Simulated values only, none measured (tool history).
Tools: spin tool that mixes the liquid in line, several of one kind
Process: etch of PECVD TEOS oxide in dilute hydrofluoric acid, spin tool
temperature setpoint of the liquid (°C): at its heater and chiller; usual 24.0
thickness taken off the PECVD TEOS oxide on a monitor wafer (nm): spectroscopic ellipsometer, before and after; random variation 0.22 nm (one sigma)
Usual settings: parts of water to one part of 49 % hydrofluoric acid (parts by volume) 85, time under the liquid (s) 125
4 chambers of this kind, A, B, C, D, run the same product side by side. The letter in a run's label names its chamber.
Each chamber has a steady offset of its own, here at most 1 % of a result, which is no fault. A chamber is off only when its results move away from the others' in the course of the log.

| run | day | temperature setpoint of the liquid (°C) | parts of water to one part of 49 % hydrofluoric acid (parts by volume) | time under the liquid (s) | read-back film thickness of the PECVD TEOS oxide reference wafer, read on the same gauge (nm) | thickness taken off the PECVD TEOS oxide on a monitor wafer (nm) |
|---|---|---|---|---|---|---|
| 1C | 0.396 | 24.0 | 85 | 125 | 70.002 | 26.116 |
|  | 0.604 | chamber B: hydrofluoric acid flow meter replaced |
| 2D | 0.721 | 24.0 | 85 | 125 | 70.063 | 26.526 |
| 3A | 0.921 | 24.0 | 85 | 125 | 69.978 | 26.664 |
| 4B | 1.133 | 24.0 | 85 | 125 | 70.031 | 26.561 |
| 5A | 1.342 | 24.0 | 85 | 125 | 70.005 | 26.280 |
| 6B | 1.617 | 24.0 | 85 | 125 | 69.969 | 26.488 |
| 7C | 1.971 | 24.0 | 85 | 125 | 70.018 | 26.682 |
| 8D | 2.346 | 24.0 | 85 | 125 | 70.017 | 26.732 |
| 9B | 2.538 | 24.0 | 85 | 125 | 70.024 | 26.928 |
| 10D | 2.871 | 24.0 | 85 | 125 | 69.986 | 26.095 |
|  | 3.196 | chamber D: thermometer replaced |
| 11C | 3.279 | 24.0 | 85 | 125 | 70.012 | 26.332 |
| 12A | 3.575 | 24.0 | 85 | 125 | 69.981 | 26.260 |
| 13D | 3.821 | 28.5 | 125 | 125 | 70.016 | 20.257 |
| 14C | 4.029 | 28.5 | 125 | 125 | 70.026 | 20.402 |
| 15A | 4.433 | 28.5 | 125 | 125 | 69.989 | 20.401 |
| 16B | 4.788 | 28.5 | 125 | 125 | 69.995 | 21.102 |
| 17B | 5.129 | 24.0 | 85 | 125 | 70.002 | 27.407 |
| 18D | 5.479 | 26.0 | 120 | 125 | 69.945 | 19.661 |
| 19C | 5.679 | 26.0 | 120 | 125 | 70.007 | 19.011 |
| 20A | 5.912 | 26.0 | 120 | 125 | 69.999 | 19.405 |
| 21A | 6.162 | 26.0 | 120 | 125 | 70.031 | 19.294 |
| 22B | 6.483 | 24.0 | 85 | 125 | 70.010 | 27.606 |
| 23D | 6.896 | 24.0 | 115 | 100 | 70.001 | 15.263 |
| 24C | 7.167 | 24.0 | 115 | 100 | 70.014 | 15.212 |
| 25B | 7.458 | 24.0 | 115 | 100 | 70.004 | 16.109 |
| 26C | 7.879 | 24.0 | 115 | 100 | 69.986 | 15.199 |
| 27D | 8.246 | 24.0 | 85 | 125 | 69.997 | 26.436 |
| 28A | 8.500 | 24.0 | 85 | 125 | 69.964 | 26.733 |
| 29D | 8.842 | 24.0 | 85 | 125 | 70.024 | 26.507 |

All 4 chambers run these settings next. Forecast each chamber's results:
| 30A | 9.154 | 24.0 | 85 | 125 |  | ? |
| 30B | 9.154 | 24.0 | 85 | 125 |  | ? |
| 30C | 9.154 | 24.0 | 85 | 125 |  | ? |
| 30D | 9.154 | 24.0 | 85 | 125 |  | ? |

| run | thickness taken off the PECVD TEOS oxide on a monitor wafer (nm) |
|---|---|
| 30A | 26.147 |
| 30B | 29.015 |
| 30C | 25.984 |
| 30D | 26.739 |

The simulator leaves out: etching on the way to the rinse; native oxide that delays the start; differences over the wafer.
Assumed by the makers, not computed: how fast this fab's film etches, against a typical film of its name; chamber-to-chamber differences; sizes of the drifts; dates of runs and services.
